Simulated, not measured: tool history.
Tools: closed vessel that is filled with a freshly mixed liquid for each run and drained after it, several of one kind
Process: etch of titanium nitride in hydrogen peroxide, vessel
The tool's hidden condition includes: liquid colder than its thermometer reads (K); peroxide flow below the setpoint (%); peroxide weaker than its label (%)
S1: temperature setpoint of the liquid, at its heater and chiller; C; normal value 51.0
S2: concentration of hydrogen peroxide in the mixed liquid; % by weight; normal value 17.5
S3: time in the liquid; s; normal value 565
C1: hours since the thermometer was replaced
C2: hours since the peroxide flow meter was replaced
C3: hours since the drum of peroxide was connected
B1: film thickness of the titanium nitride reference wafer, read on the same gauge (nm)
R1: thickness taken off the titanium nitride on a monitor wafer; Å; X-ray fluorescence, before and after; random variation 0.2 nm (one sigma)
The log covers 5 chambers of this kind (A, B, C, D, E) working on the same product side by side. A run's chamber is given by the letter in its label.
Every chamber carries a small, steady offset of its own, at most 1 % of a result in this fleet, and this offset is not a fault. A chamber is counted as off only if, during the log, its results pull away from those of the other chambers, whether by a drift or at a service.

Run 1B, hour 5.7: usual settings; C1 338.0; C2 1304.1; C3 493.0; B1 110.01. Result: R1 489.87 Å.
Run 2D, hour 11.5: usual settings; C1 204.5; C2 611.0; C3 266.3; B1 110.00. Result: R1 490.33 Å.
Run 3E, hour 17.7: usual settings; C1 730.6; C2 346.2; C3 838.3; B1 110.01. Result: R1 484.38 Å.
Run 4A, hour 22.7: usual settings; C1 25.1; C2 1092.5; C3 199.9; B1 109.98. Result: R1 492.58 Å.
Run 5C, hour 27.7: usual settings; C1 493.4; C2 917.8; C3 156.7; B1 110.02. Result: R1 491.68 Å.
Run 6C, hour 32.3: usual settings; C1 498.0; C2 922.4; C3 161.3; B1 109.94. Result: R1 492.78 Å.
Run 7A, hour 37.9: usual settings; C1 40.3; C2 1107.7; C3 215.1; B1 110.00. Result: R1 490.45 Å.
Run 8B, hour 41.3: usual settings; C1 373.6; C2 1339.7; C3 528.6; B1 109.97. Result: R1 489.82 Å.
Run 9D, hour 46.2: usual settings; C1 239.2; C2 645.7; C3 301.0; B1 110.00. Result: R1 488.43 Å.
Run 10E, hour 49.2: usual settings; C1 762.1; C2 377.7; C3 869.8; B1 109.99. Result: R1 482.26 Å.
Run 11C, hour 54.0: usual settings but S1 44.5 C, S3 335 s; C1 519.7; C2 944.1; C3 183.0; B1 109.95. Result: R1 182.06 Å.
Run 12E, hour 57.8: usual settings but S1 44.5 C, S3 335 s; C1 770.7; C2 386.3; C3 878.4; B1 110.00. Result: R1 178.52 Å.
Run 13A, hour 61.8: usual settings but S1 44.5 C, S3 335 s; C1 64.2; C2 1131.6; C3 239.0; B1 110.06. Result: R1 178.85 Å.
Run 14D, hour 64.6: usual settings but S1 44.5 C, S3 335 s; C1 257.6; C2 664.1; C3 319.4; B1 110.02. Result: R1 181.37 Å.
Run 15B, hour 68.4: usual settings but S1 44.5 C, S3 335 s; C1 400.7; C2 1366.8; C3 555.7; B1 110.00. Result: R1 181.22 Å.
Run 16A, hour 71.8: usual settings; C1 74.2; C2 1141.6; C3 249.0; B1 110.01. Result: R1 493.44 Å.
Run 17C, hour 74.7: usual settings; C1 540.4; C2 964.8; C3 203.7; B1 110.00. Result: R1 489.39 Å.
Run 18E, hour 79.7: usual settings; C1 792.6; C2 408.2; C3 900.3; B1 110.04. Result: R1 482.52 Å.
Run 19B, hour 85.4: usual settings; C1 417.7; C2 1383.8; C3 572.7; B1 110.03. Result: R1 490.47 Å.
Run 20D, hour 90.3: usual settings; C1 283.3; C2 689.8; C3 345.1; B1 110.02. Result: R1 491.40 Å.
Run 21E, hour 95.6: usual settings; C1 808.5; C2 424.1; C3 916.2; B1 109.98. Result: R1 481.61 Å.
Run 22B, hour 99.3: usual settings; C1 431.6; C2 1397.7; C3 586.6; B1 109.99. Result: R1 490.58 Å.
Run 23D, hour 103.0: usual settings; C1 296.0; C2 702.5; C3 357.8; B1 110.01. Result: R1 487.07 Å.
Run 24A, hour 106.7: usual settings; C1 109.1; C2 1176.5; C3 283.9; B1 109.96. Result: R1 488.27 Å.
Run 25C, hour 112.5: usual settings; C1 578.2; C2 1002.6; C3 241.5; B1 109.99. Result: R1 482.02 Å.
Run 26C, hour 118.6: usual settings; C1 584.3; C2 1008.7; C3 247.6; B1 110.01. Result: R1 483.46 Å.
Run 27B, hour 121.3: usual settings; C1 453.6; C2 1419.7; C3 608.6; B1 109.97. Result: R1 487.46 Å.
Run 28A, hour 124.2: usual settings; C1 126.6; C2 1194.0; C3 301.4; B1 110.00. Result: R1 488.93 Å.
At hour 125.8: chamber D: new drum of peroxide connected.
Run 29D, hour 128.6: usual settings; C1 321.6; C2 728.1; C3 2.8; B1 110.00. Result: R1 490.11 Å.
Run 30E, hour 131.8: usual settings; C1 844.7; C2 460.3; C3 952.4; B1 110.03. Result: R1 482.03 Å.
Run 31C, hour 135.6: usual settings; C1 601.3; C2 1025.7; C3 264.6; B1 110.00. Result: R1 476.67 Å.
At hour 140.4: chamber B: new drum of peroxide connected.
Run 32B, hour 141.6: usual settings but S1 41.5 C, S3 820 s; C1 473.9; C2 1440.0; C3 1.2; B1 110.01. Result: R1 355.85 Å.
Run 33D, hour 146.5: usual settings but S1 41.5 C, S3 820 s; C1 339.5; C2 746.0; C3 20.7; B1 109.97. Result: R1 356.58 Å.
Run 34E, hour 151.9: usual settings but S1 41.5 C, S3 820 s; C1 864.8; C2 480.4; C3 972.5; B1 110.02. Result: R1 349.98 Å.
Run 35A, hour 155.6: usual settings but S1 41.5 C, S3 820 s; C1 158.0; C2 1225.4; C3 332.8; B1 109.97. Result: R1 348.53 Å.
Run 36D, hour 160.2: usual settings but S1 41.5 C, S3 820 s; C1 353.2; C2 759.7; C3 34.4; B1 109.98. Result: R1 354.95 Å.
Run 37B, hour 164.2: usual settings; C1 496.5; C2 1462.6; C3 23.8; B1 110.02. Result: R1 487.79 Å.
Run 38A, hour 168.8: usual settings; C1 171.2; C2 1238.6; C3 346.0; B1 110.02. Result: R1 487.95 Å.
Run 39E, hour 174.3: usual settings but S3 755 s; C1 887.2; C2 502.8; C3 994.9; B1 109.97. Result: R1 641.69 Å.

Next, every chamber runs the same settings. What will each give?
Run 40A, hour 178.8: usual settings. Result: R1 ?.
Run 40B, hour 178.8: usual settings. Result: R1 ?.
Run 40C, hour 178.8: usual settings. Result: R1 ?.
Run 40D, hour 178.8: usual settings. Result: R1 ?.
Run 40E, hour 178.8: usual settings. Result: R1 ?.

run      R1
40A  491.46
40B  493.12
40C  470.91
40D  489.49
40E  482.20
